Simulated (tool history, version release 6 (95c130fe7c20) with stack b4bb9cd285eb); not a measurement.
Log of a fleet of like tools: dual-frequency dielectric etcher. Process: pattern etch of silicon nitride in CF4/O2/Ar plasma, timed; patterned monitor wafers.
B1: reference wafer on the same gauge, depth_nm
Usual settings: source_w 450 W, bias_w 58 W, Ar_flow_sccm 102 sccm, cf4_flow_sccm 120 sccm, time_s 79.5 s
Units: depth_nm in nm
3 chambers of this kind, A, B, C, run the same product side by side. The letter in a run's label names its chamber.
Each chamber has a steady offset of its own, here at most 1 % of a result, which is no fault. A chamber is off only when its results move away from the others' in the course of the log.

run 1C hour=13.0 | source_w=450 bias_w=58 Ar_flow_sccm=102 cf4_flow_sccm=120 time_s=79.5 | B1=144.00 | depth_nm=147.67
run 2B hour=20.0 | source_w=450 bias_w=58 Ar_flow_sccm=102 cf4_flow_sccm=120 time_s=79.5 | B1=144.09 | depth_nm=149.35
run 3A hour=27.2 | source_w=450 bias_w=58 Ar_flow_sccm=102 cf4_flow_sccm=120 time_s=79.5 | B1=144.10 | depth_nm=149.21
run 4A hour=37.3 | source_w=450 bias_w=58 Ar_flow_sccm=102 cf4_flow_sccm=120 time_s=79.5 | B1=144.09 | depth_nm=149.16
run 5B hour=46.7 | source_w=450 bias_w=58 Ar_flow_sccm=102 cf4_flow_sccm=120 time_s=79.5 | B1=144.08 | depth_nm=149.23
run 6C hour=56.7 | source_w=450 bias_w=58 Ar_flow_sccm=102 cf4_flow_sccm=120 time_s=79.5 | B1=144.07 | depth_nm=147.62
run 7B hour=69.5 | source_w=450 bias_w=58 Ar_flow_sccm=102 cf4_flow_sccm=120 time_s=79.5 | B1=144.08 | depth_nm=149.24
run 8A hour=79.2 | source_w=450 bias_w=58 Ar_flow_sccm=102 cf4_flow_sccm=120 time_s=79.5 | B1=144.11 | depth_nm=149.19
run 9C hour=89.1 | source_w=450 bias_w=58 Ar_flow_sccm=102 cf4_flow_sccm=120 time_s=79.5 | B1=144.12 | depth_nm=148.01
run 10B hour=98.7 | source_w=450 bias_w=58 Ar_flow_sccm=102 cf4_flow_sccm=120 time_s=79.5 | B1=144.12 | depth_nm=149.66
run 11C hour=107.6 | source_w=450 bias_w=58 Ar_flow_sccm=102 cf4_flow_sccm=120 time_s=79.5 | B1=144.18 | depth_nm=148.01
run 12A hour=120.0 | source_w=450 bias_w=58 Ar_flow_sccm=102 cf4_flow_sccm=120 time_s=79.5 | B1=144.20 | depth_nm=149.10
run 13A hour=129.8 | source_w=450 bias_w=58 Ar_flow_sccm=102 cf4_flow_sccm=120 time_s=79.5 | B1=144.25 | depth_nm=149.24
run 14C hour=142.9 | source_w=450 bias_w=58 Ar_flow_sccm=102 cf4_flow_sccm=120 time_s=79.5 | B1=144.22 | depth_nm=147.92
run 15B hour=149.2 | source_w=450 bias_w=58 Ar_flow_sccm=102 cf4_flow_sccm=120 time_s=79.5 | B1=144.26 | depth_nm=149.71
run 16A hour=160.8 | source_w=450 bias_w=58 Ar_flow_sccm=102 cf4_flow_sccm=120 time_s=88.0 | B1=144.21 | depth_nm=165.26
run 17C hour=171.3 | source_w=450 bias_w=58 Ar_flow_sccm=102 cf4_flow_sccm=120 time_s=88.0 | B1=144.25 | depth_nm=164.13
-- hour=174.4 chamber A: wet clean of the chamber
run 18B hour=177.3 | source_w=450 bias_w=58 Ar_flow_sccm=102 cf4_flow_sccm=120 time_s=88.0 | B1=144.30 | depth_nm=165.44
run 19B hour=190.0 | source_w=450 bias_w=71 Ar_flow_sccm=102 cf4_flow_sccm=134 time_s=79.5 | B1=144.29 | depth_nm=163.68
run 20C hour=198.2 | source_w=450 bias_w=71 Ar_flow_sccm=102 cf4_flow_sccm=134 time_s=79.5 | B1=144.34 | depth_nm=162.07
run 21A hour=209.9 | source_w=450 bias_w=71 Ar_flow_sccm=102 cf4_flow_sccm=134 time_s=79.5 | B1=144.35 | depth_nm=162.73
run 22C hour=221.3 | source_w=450 bias_w=58 Ar_flow_sccm=102 cf4_flow_sccm=120 time_s=79.5 | B1=144.32 | depth_nm=147.89
run 23A hour=230.1 | source_w=450 bias_w=58 Ar_flow_sccm=102 cf4_flow_sccm=120 time_s=79.5 | B1=144.35 | depth_nm=149.17
run 24B hour=239.2 | source_w=450 bias_w=58 Ar_flow_sccm=102 cf4_flow_sccm=120 time_s=79.5 | B1=144.38 | depth_nm=149.83
run 25B hour=251.5 | source_w=450 bias_w=58 Ar_flow_sccm=102 cf4_flow_sccm=120 time_s=79.5 | B1=144.40 | depth_nm=149.91
run 26C hour=257.8 | source_w=350 bias_w=58 Ar_flow_sccm=77 cf4_flow_sccm=120 time_s=79.5 | B1=144.43 | depth_nm=122.53
run 27A hour=267.7 | source_w=350 bias_w=58 Ar_flow_sccm=77 cf4_flow_sccm=120 time_s=79.5 | B1=144.43 | depth_nm=123.94
run 28B hour=274.3 | source_w=350 bias_w=58 Ar_flow_sccm=77 cf4_flow_sccm=120 time_s=79.5 | B1=144.43 | depth_nm=124.26
run 29C hour=280.3 | source_w=450 bias_w=58 Ar_flow_sccm=102 cf4_flow_sccm=120 time_s=79.5 | B1=144.45 | depth_nm=148.21
run 30A hour=288.0 | source_w=450 bias_w=58 Ar_flow_sccm=102 cf4_flow_sccm=120 time_s=79.5 | B1=144.47 | depth_nm=149.45
run 31B hour=294.7 | source_w=450 bias_w=58 Ar_flow_sccm=102 cf4_flow_sccm=120 time_s=79.5 | B1=144.44 | depth_nm=149.60
run 32A hour=303.0 | source_w=450 bias_w=58 Ar_flow_sccm=83 cf4_flow_sccm=120 time_s=79.5 | B1=144.44 | depth_nm=152.64
run 33C hour=313.4 | source_w=450 bias_w=58 Ar_flow_sccm=83 cf4_flow_sccm=120 time_s=79.5 | B1=144.51 | depth_nm=151.75
run 34B hour=322.0 | source_w=450 bias_w=58 Ar_flow_sccm=83 cf4_flow_sccm=120 time_s=79.5 | B1=144.53 | depth_nm=152.94
run 35C hour=335.2 | source_w=400 bias_w=58 Ar_flow_sccm=102 cf4_flow_sccm=120 time_s=100.0 | B1=144.54 | depth_nm=168.29
run 36A hour=343.6 | source_w=400 bias_w=58 Ar_flow_sccm=102 cf4_flow_sccm=120 time_s=100.0 | B1=144.56 | depth_nm=170.35
-- hour=347.7 chamber A: source power generator calibrated
run 37A hour=352.4 | source_w=400 bias_w=58 Ar_flow_sccm=102 cf4_flow_sccm=120 time_s=100.0 | B1=144.54 | depth_nm=170.27
run 38C hour=359.7 | source_w=450 bias_w=58 Ar_flow_sccm=102 cf4_flow_sccm=120 time_s=79.5 | B1=144.55 | depth_nm=148.19
run 39B hour=365.6 | source_w=450 bias_w=58 Ar_flow_sccm=102 cf4_flow_sccm=120 time_s=79.5 | B1=144.57 | depth_nm=149.83
run 40C hour=374.3 | source_w=450 bias_w=58 Ar_flow_sccm=102 cf4_flow_sccm=120 time_s=87.5 | B1=144.59 | depth_nm=163.20
run 41B hour=385.9 | source_w=450 bias_w=58 Ar_flow_sccm=102 cf4_flow_sccm=120 time_s=87.5 | B1=144.65 | depth_nm=165.01
run 42A hour=399.1 | source_w=450 bias_w=58 Ar_flow_sccm=102 cf4_flow_sccm=120 time_s=87.5 | B1=144.64 | depth_nm=164.78

What goes on in this fleet: one chamber off, a drifting gauge, or nothing beyond the chambers' own small offsets? Name the chamber and the cause, if any.

The gauge drifts, so all chambers seem to drift together. No chamber is off.
Cause: gauge reads high (%) = 0.445.

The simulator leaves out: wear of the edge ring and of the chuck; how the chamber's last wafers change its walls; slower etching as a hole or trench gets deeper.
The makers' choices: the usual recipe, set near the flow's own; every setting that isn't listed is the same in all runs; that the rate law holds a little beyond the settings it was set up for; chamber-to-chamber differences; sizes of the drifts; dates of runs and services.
